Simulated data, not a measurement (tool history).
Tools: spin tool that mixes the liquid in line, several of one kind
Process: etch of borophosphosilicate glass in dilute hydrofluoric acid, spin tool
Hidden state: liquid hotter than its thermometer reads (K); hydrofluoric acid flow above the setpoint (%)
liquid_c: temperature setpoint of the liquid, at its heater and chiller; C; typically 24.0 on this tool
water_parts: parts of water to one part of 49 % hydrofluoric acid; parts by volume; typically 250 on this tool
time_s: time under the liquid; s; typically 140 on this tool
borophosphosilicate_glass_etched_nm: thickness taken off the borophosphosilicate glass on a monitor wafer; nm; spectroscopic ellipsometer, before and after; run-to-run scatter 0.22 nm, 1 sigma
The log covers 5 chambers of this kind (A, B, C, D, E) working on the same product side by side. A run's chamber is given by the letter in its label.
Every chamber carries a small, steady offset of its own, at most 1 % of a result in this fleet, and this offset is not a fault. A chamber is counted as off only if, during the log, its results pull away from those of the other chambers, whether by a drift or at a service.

run   hour  liquid_c  water_parts  time_s  hours since the thermometer was replaced  hours since the hydrofluoric acid flow meter was replaced  read-back film thickness of the borophosphosilicate glass reference wafer, read on the same gauge (nm)  borophosphosilicate_glass_etched_nm
 1C    5.5      24.0          250     140                                     836.0                                                      161.1                                                                                                  120.02                              22.0490
 2B   10.5      24.0          250     140                                    1340.5                                                      262.1                                                                                                  119.99                              22.5850
 3A   17.1      24.0          250     140                                     169.8                                                     2002.9                                                                                                  120.01                              22.3220
 4D   23.1      24.0          250     140                                    1695.7                                                      132.0                                                                                                  120.00                              22.1430
 5E   31.7      24.0          160      65                                     447.0                                                      859.7                                                                                                  120.04                              17.9220
 6D   39.7      24.0          160      65                                    1712.3                                                      148.6                                                                                                  120.02                              17.6410
 7C   48.3      24.0          160      65                                     878.8                                                      203.9                                                                                                  120.01                              17.4670
 8E   55.1      24.0          160      65                                     470.4                                                      883.1                                                                                                  120.00                              18.1700
 9A   60.1      24.0          160      65                                     212.8                                                     2045.9                                                                                                  119.98                              17.4780
10B   65.3      24.0          185     185                                    1395.3                                                      316.9                                                                                                  120.01                              42.5410
11A   71.8      24.0          185     185                                     224.5                                                     2057.6                                                                                                  120.02                              42.2140
12B   75.9      24.0          185     185                                    1405.9                                                      327.5                                                                                                  120.02                              43.2310
13E   80.5      24.0          185     185                                     495.8                                                      908.5                                                                                                  120.00                              42.3710
14D   86.7      24.0          185     185                                    1759.3                                                      195.6                                                                                                  120.00                              42.6020
15C   91.5      20.5          250     140                                     922.0                                                      247.1                                                                                                  119.99                              19.4020
16E   95.4      20.5          250     140                                     510.7                                                      923.4                                                                                                  119.97                              19.6350
17B  103.5      20.5          250     140                                    1433.5                                                      355.1                                                                                                  119.98                              19.9780
18A  108.9      20.5          250     140                                     261.6                                                     2094.7                                                                                                  120.00                              19.3870
19D  117.4      20.5          250     140                                    1790.0                                                      226.3                                                                                                  120.01                              19.2100
20C  125.8      24.0          250     140                                     956.3                                                      281.4                                                                                                  119.98                              22.6890
21A  134.4      24.0          250     140                                     287.1                                                     2120.2                                                                                                  120.01                              21.9470
22E  142.1      24.0          250     140                                     557.4                                                      970.1                                                                                                  119.99                              22.0890
     143.3  -- chamber C: thermometer replaced
23D  146.1      21.0          250      65                                    1818.7                                                      255.0                                                                                                  119.99                               9.2650
24B  152.6      21.0          250      65                                    1482.6                                                      404.2                                                                                                  119.98                               9.3482
     152.7  -- chamber E: hydrofluoric acid flow meter replaced
25C  159.8      21.0          250      65                                      16.6                                                      315.4                                                                                                  119.97                               9.5099
26A  164.1      21.0          250      65                                     316.8                                                     2149.9                                                                                                  119.97                               9.2550
27E  171.1      21.0          250      65                                     586.4                                                       18.4                                                                                                  120.01                               9.2477
28B  178.2      24.0          250     140                                    1508.2                                                      429.8                                                                                                  120.00                              22.5190
29C  184.7      24.0          250     140                                      41.5                                                      340.3                                                                                                  120.02                              23.5920
30D  192.3      24.0          250     140                                    1864.9                                                      301.2                                                                                                  119.99                              22.2900
31E  201.0      24.0          250     140                                     616.3                                                       48.3                                                                                                  119.98                              22.2810
32A  209.4      24.0          250     140                                     362.1                                                     2195.2                                                                                                  120.04                              22.2400
33B  217.9      24.0          250     140                                    1547.9                                                      469.5                                                                                                  120.03                              22.4060
34C  222.6      24.0          250     140                                      79.4                                                      378.2                                                                                                  120.02                              24.2040
35D  227.8      24.0          250     140                                    1900.4                                                      336.7                                                                                                  120.02                              22.4260
36D  232.2      24.0          250     140                                    1904.8                                                      341.1                                                                                                  120.00                              22.3270

Next, every chamber runs the same settings. What will each give?
37A  238.5      24.0          250     140                                                                                                                                                                                                                                                 ?
37B  238.5      24.0          250     140                                                                                                                                                                                                                                                 ?
37C  238.5      24.0          250     140                                                                                                                                                                                                                                                 ?
37D  238.5      24.0          250     140                                                                                                                                                                                                                                                 ?
37E  238.5      24.0          250     140                                                                                                                                                                                                                                                 ?

run  borophosphosilicate_glass_etched_nm
37A                              22.5250
37B                              22.2920
37C                              24.1640
37D                              22.3360
37E                              22.1780

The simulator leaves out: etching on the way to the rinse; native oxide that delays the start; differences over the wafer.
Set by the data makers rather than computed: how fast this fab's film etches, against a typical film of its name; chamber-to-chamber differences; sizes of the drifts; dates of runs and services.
